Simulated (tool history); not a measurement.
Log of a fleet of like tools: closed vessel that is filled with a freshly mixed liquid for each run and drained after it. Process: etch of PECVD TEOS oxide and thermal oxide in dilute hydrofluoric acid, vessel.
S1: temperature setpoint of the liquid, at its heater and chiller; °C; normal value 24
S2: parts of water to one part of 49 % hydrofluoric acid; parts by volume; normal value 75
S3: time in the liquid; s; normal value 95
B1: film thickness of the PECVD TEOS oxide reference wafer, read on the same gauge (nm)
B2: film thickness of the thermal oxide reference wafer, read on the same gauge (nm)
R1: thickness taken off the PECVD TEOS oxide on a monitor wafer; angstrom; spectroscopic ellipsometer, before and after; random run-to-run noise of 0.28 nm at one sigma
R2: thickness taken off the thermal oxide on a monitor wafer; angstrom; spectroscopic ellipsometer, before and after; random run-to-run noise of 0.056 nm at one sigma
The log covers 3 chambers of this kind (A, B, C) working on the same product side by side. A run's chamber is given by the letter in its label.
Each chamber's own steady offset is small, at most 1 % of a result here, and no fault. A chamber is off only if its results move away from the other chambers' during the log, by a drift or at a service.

run,hour,S1,S2,S3,B1,B2,R1,R2
1A,9.0,24,75,95,150.00,79.992,316.17,62.953
# hour 12.3: chamber B: thermometer replaced
2B,14.3,24,75,95,150.01,79.987,308.42,61.743
3C,21.1,24,75,95,150.04,80.013,307.02,62.602
4B,25.8,24,75,95,150.00,79.979,312.78,63.486
5A,33.2,24,75,95,150.03,80.018,314.90,62.612
6C,39.2,24,40,95,149.99,80.004,602.74,122.380
# hour 46.4: chamber C: thermometer replaced
7A,46.9,24,40,95,149.97,80.014,619.26,122.540
8C,51.7,24,40,95,149.98,79.992,609.39,121.420
9B,61.0,24,75,95,149.95,79.961,310.26,61.608
10B,69.7,24,75,95,150.00,79.985,307.65,62.864
11C,75.9,24,75,95,150.04,79.997,307.98,62.341
12A,83.6,24,75,95,150.01,80.002,313.03,62.374
13C,91.5,24,75,95,149.98,79.969,311.35,62.527
14A,99.0,24,75,95,149.96,79.987,311.60,62.097
15B,103.4,24,75,95,149.98,80.008,311.88,60.843
16B,110.1,24,75,95,150.03,80.006,312.16,60.883
17A,117.0,24,75,45,150.04,80.000,150.02,29.498
18C,125.7,24,75,45,150.00,80.028,147.10,29.435
19B,130.8,24,75,45,150.02,80.009,146.65,29.119
20C,135.0,24,75,95,149.95,79.996,314.00,62.754
21A,143.1,24,75,95,149.99,79.970,314.45,62.622
22C,147.6,24,110,125,150.02,80.003,271.61,53.600
23B,154.9,24,110,125,150.00,80.008,264.54,53.191
24A,159.4,24,110,125,150.07,79.998,263.73,53.888
25B,164.5,24,75,95,149.97,80.007,307.57,61.861

For the next run the whole fleet of 3 chambers uses the same settings. Give each chamber's results:
26A,171.2,24,75,95,,,?,?
26B,171.2,24,75,95,,,?,?
26C,171.2,24,75,95,,,?,?

run,R1,R2
26A,309.93,62.524
26B,311.53,61.862
26C,309.89,61.969

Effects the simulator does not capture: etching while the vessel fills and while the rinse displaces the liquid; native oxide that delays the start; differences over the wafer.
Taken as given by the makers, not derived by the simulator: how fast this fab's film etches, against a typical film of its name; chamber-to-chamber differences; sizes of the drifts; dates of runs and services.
